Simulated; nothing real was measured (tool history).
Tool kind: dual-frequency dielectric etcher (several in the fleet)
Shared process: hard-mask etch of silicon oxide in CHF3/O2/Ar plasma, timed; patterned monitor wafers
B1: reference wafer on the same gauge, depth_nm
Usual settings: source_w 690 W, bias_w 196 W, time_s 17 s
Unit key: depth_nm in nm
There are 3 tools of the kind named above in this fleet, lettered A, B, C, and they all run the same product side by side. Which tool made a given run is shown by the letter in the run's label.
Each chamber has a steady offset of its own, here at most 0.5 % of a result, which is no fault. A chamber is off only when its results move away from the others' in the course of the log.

Run 1A, hour 5: usual settings; B1 31.396. Result: depth_nm 36.451 nm.
Run 2C, hour 10.4: usual settings; B1 31.389. Result: depth_nm 36.629 nm.
Run 3B, hour 14.8: usual settings; B1 31.381. Result: depth_nm 36.289 nm.
Run 4B, hour 18.8: usual settings; B1 31.376. Result: depth_nm 36.356 nm.
Run 5A, hour 22.6: usual settings; B1 31.38. Result: depth_nm 36.493 nm.
Run 6C, hour 27.6: usual settings; B1 31.364. Result: depth_nm 36.6 nm.
Run 7B, hour 32.8: usual settings but time_s 21.5 s; B1 31.355. Result: depth_nm 46.129 nm.
Run 8A, hour 38.3: usual settings but time_s 21.5 s; B1 31.352. Result: depth_nm 46.283 nm.
Run 9C, hour 45: usual settings but time_s 21.5 s; B1 31.343. Result: depth_nm 46.208 nm.
Run 10B, hour 50.1: usual settings; B1 31.343. Result: depth_nm 36.321 nm.
Run 11A, hour 56.4: usual settings; B1 31.345. Result: depth_nm 36.308 nm.
Run 12C, hour 63.3: usual settings; B1 31.326. Result: depth_nm 36.5 nm.
Run 13A, hour 69.5: usual settings but bias_w 234 W; B1 31.326. Result: depth_nm 38.749 nm.
Run 14C, hour 73.7: usual settings but bias_w 234 W; B1 31.31. Result: depth_nm 38.892 nm.
Run 15B, hour 79.1: usual settings but bias_w 234 W; B1 31.322. Result: depth_nm 38.665 nm.
Run 16A, hour 83.8: usual settings; B1 31.305. Result: depth_nm 36.373 nm.
Run 17B, hour 87.4: usual settings; B1 31.32. Result: depth_nm 36.222 nm.
Run 18C, hour 90.9: usual settings but time_s 14 s; B1 31.305. Result: depth_nm 30.038 nm.
Run 19C, hour 95.8: usual settings but time_s 14 s; B1 31.3. Result: depth_nm 30.106 nm.
Run 20A, hour 102.3: usual settings but time_s 14 s; B1 31.293. Result: depth_nm 29.984 nm.
Run 21B, hour 105.5: usual settings; B1 31.295. Result: depth_nm 36.174 nm.
Run 22A, hour 109.4: usual settings; B1 31.287. Result: depth_nm 36.38 nm.
Run 23B, hour 113.8: usual settings; B1 31.276. Result: depth_nm 36.287 nm.
Run 24C, hour 118: usual settings; B1 31.27. Result: depth_nm 36.442 nm.
Run 25A, hour 122.2: usual settings; B1 31.261. Result: depth_nm 36.396 nm.
Run 26C, hour 127.2: usual settings; B1 31.261. Result: depth_nm 36.479 nm.
At hour 128.2: chamber C: wet clean of the chamber.
Run 27B, hour 131.9: usual settings; B1 31.256. Result: depth_nm 36.278 nm.
Run 28B, hour 138.5: usual settings; B1 31.253. Result: depth_nm 36.135 nm.
Run 29C, hour 142.8: usual settings but source_w 840 W; B1 31.246. Result: depth_nm 39.333 nm.
Run 30A, hour 148: usual settings but source_w 840 W; B1 31.249. Result: depth_nm 39.23 nm.
Run 31A, hour 152.1: usual settings but source_w 840 W; B1 31.231. Result: depth_nm 39.231 nm.
Run 32C, hour 158.1: usual settings; B1 31.226. Result: depth_nm 36.423 nm.

All chambers now run identical settings, listed one chamber a line with results as question marks. What results will each chamber show?
Run 33A, hour 163.1: usual settings. Result: depth_nm ?.
Run 33B, hour 163.1: usual settings. Result: depth_nm ?.
Run 33C, hour 163.1: usual settings. Result: depth_nm ?.

run  depth_nm
33A     36.34
33B    36.161
33C     36.42
